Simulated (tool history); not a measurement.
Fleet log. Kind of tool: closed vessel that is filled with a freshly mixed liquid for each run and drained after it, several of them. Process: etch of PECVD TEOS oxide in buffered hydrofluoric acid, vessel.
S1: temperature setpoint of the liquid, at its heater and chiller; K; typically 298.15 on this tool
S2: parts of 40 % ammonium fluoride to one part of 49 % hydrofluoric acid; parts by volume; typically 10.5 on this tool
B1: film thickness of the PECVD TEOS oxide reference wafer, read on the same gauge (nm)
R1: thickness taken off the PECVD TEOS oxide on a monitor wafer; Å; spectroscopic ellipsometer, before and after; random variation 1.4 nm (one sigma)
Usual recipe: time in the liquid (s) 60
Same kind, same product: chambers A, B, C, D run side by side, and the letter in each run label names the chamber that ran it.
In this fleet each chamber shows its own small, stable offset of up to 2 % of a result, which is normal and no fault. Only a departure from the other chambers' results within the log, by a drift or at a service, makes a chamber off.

Run 1B, hour 5.5: usual settings; B1 109.99. Result: R1 1647.90 Å.
Run 2A, hour 10.6: usual settings; B1 110.01. Result: R1 1652.60 Å.
Run 3C, hour 18.2: usual settings; B1 109.97. Result: R1 1626.20 Å.
Run 4D, hour 26.8: usual settings; B1 110.00. Result: R1 1681.90 Å.
Run 5C, hour 34.3: usual settings; B1 110.01. Result: R1 1625.50 Å.
Run 6B, hour 42.4: usual settings; B1 109.97. Result: R1 1681.50 Å.
Run 7A, hour 49.6: usual settings; B1 109.99. Result: R1 1642.60 Å.
Run 8D, hour 55.0: usual settings; B1 109.96. Result: R1 1682.70 Å.
Run 9C, hour 60.3: usual settings; B1 110.00. Result: R1 1639.60 Å.
Run 10B, hour 64.9: usual settings; B1 109.98. Result: R1 1656.50 Å.
Run 11A, hour 70.9: usual settings; B1 109.99. Result: R1 1640.50 Å.
Run 12D, hour 79.1: usual settings; B1 110.02. Result: R1 1695.00 Å.
Run 13B, hour 86.4: usual settings; B1 109.98. Result: R1 1647.70 Å.
Run 14C, hour 91.1: usual settings; B1 109.98. Result: R1 1603.80 Å.
Run 15A, hour 98.8: usual settings; B1 110.00. Result: R1 1651.90 Å.
Run 16D, hour 107.2: usual settings; B1 109.99. Result: R1 1674.30 Å.
Run 17A, hour 112.3: usual settings; B1 109.98. Result: R1 1648.80 Å.
Run 18C, hour 116.3: usual settings; B1 110.01. Result: R1 1639.30 Å.
Run 19B, hour 124.7: usual settings; B1 109.95. Result: R1 1615.60 Å.
Run 20D, hour 132.9: usual settings; B1 110.04. Result: R1 1685.30 Å.
Run 21C, hour 139.1: usual settings; B1 110.04. Result: R1 1618.00 Å.
Run 22D, hour 142.8: usual settings but time in the liquid (s) 85; B1 109.98. Result: R1 2408.50 Å.
Run 23A, hour 148.3: usual settings but time in the liquid (s) 85; B1 109.95. Result: R1 2335.50 Å.
Run 24B, hour 156.1: usual settings but time in the liquid (s) 85; B1 110.03. Result: R1 2275.80 Å.
Run 25B, hour 163.9: usual settings but time in the liquid (s) 85; B1 109.98. Result: R1 2315.00 Å.
Run 26A, hour 171.9: usual settings but S2 12.0 parts by volume, time in the liquid (s) 30; B1 110.01. Result: R1 720.71 Å.
Run 27C, hour 178.6: usual settings but S2 12.0 parts by volume, time in the liquid (s) 30; B1 110.01. Result: R1 712.65 Å.
Run 28D, hour 186.6: usual settings but S2 12.0 parts by volume, time in the liquid (s) 30; B1 110.01. Result: R1 746.27 Å.

Read the log: is a single chamber off, either drifting away or since a service, is the gauge that measures every chamber drifting, or is nothing wrong beyond small per-chamber offsets? Name any odd chamber and what most likely caused it.

Little by little, chamber B moves away from the other chambers.
Likeliest cause: hydrofluoric acid flow below the setpoint (%) = 5.35.
The log may not tell that from: liquid colder than its thermometer reads (K).

Chamber B could run next with any of the 4 candidate recipes listed below; each alters the usual settings, and their results appear as question marks. Which one brings its results back in line with what the other chambers deliver on the usual settings?
Counts as in line when no further than this from what the other chambers average on the usual settings: R1 48.00 Å
Run 29B-1, hour 192.8: usual settings but time in the liquid (s) 55. Result: R1 ?.
Run 29B-2, hour 192.8: usual settings but S2 11.0 parts by volume. Result: R1 ?.
Run 29B-3, hour 192.8: usual settings but S1 299.65 K. Result: R1 ?.
Run 29B-4, hour 192.8: usual settings but S2 10.0 parts by volume. Result: R1 ?.

What the other chambers average on the usual settings: R1 1648.70 Å
  run       R1
29B-1  1456.70
29B-2  1519.60
29B-3  1724.90
29B-4  1665.20
29B-4 brings the chamber back in line.

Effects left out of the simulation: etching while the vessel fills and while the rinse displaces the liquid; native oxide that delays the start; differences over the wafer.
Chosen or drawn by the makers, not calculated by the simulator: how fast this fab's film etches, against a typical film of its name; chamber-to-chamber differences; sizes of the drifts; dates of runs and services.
